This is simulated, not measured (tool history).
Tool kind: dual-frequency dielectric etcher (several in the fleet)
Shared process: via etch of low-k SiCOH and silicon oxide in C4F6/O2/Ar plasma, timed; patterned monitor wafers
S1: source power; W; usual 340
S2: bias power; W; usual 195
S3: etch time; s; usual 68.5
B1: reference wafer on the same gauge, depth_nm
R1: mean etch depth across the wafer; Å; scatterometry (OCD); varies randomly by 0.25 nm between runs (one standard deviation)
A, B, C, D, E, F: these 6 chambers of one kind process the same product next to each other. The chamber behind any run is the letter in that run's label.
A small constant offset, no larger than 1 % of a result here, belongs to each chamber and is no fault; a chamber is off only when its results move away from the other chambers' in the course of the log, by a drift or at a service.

run,hour,S1,S2,S3,B1,R1
1A,8.6,340,195,68.5,208.08,1846.2
2B,15.4,340,195,68.5,208.06,1846.0
3D,23.2,340,195,68.5,208.00,1839.3
4C,31.2,340,195,68.5,208.09,1845.3
5F,41.1,340,195,68.5,208.19,1855.1
6E,49.0,340,195,68.5,208.20,1859.2
7C,56.3,340,195,68.5,208.21,1847.6
# hour 57.2: chamber C: wet clean of the chamber
8F,64.0,340,195,68.5,208.22,1857.2
# hour 69.9: chamber E: wet clean of the chamber
9A,74.0,340,195,68.5,208.32,1841.2
10E,82.4,340,195,68.5,208.25,1859.2
11D,89.4,340,195,68.5,208.35,1846.4
12B,99.0,310,243,68.5,208.37,1917.4
13E,109.8,310,243,68.5,208.43,1931.9
14C,117.8,310,243,68.5,208.46,1920.9
15F,127.8,310,243,68.5,208.50,1936.4
16B,133.5,310,243,68.5,208.51,1919.9
17A,144.2,310,243,68.5,208.49,1916.9
18D,153.1,340,195,68.5,208.55,1846.6
# hour 160.2: chamber D: source power generator calibrated
19A,160.4,340,195,68.5,208.62,1847.5
20B,167.3,340,195,68.5,208.63,1849.9
21F,173.7,370,195,86.5,208.58,2424.9
22D,178.8,370,195,86.5,208.65,2405.8
23C,186.2,370,195,86.5,208.66,2410.3
24E,192.5,370,195,86.5,208.69,2425.1
# hour 199.3: chamber A: wet clean of the chamber
25D,203.3,370,195,86.5,208.77,2409.0
26F,212.5,370,195,86.5,208.81,2435.3
27C,219.5,340,195,68.5,208.78,1847.5
28E,226.3,340,195,68.5,208.85,1859.0
29A,234.7,340,195,68.5,208.91,1851.2
30B,241.7,340,195,78.0,208.86,2105.7
31A,247.6,340,195,78.0,208.93,2105.7
# hour 253.5: chamber B: wet clean of the chamber
32E,254.7,340,195,78.0,208.94,2121.7
33F,259.6,340,195,78.0,208.91,2125.6
34C,265.6,340,195,78.0,208.92,2110.7
35B,273.8,340,195,78.0,209.04,2110.8
36D,283.0,340,195,68.5,209.09,1851.5
37B,290.4,310,195,68.5,209.06,1791.2
38F,297.5,310,195,68.5,209.09,1799.2

Has any chamber moved away from the others, gradually or after a service, or does the common gauge drift, or do the chambers differ only by their own small steady offsets? State the chamber and the most likely cause if one applies.

None of the chambers is off. What moves is the gauge, dragging all their readings along together.
Cause: gauge reads high (%) = 0.545.
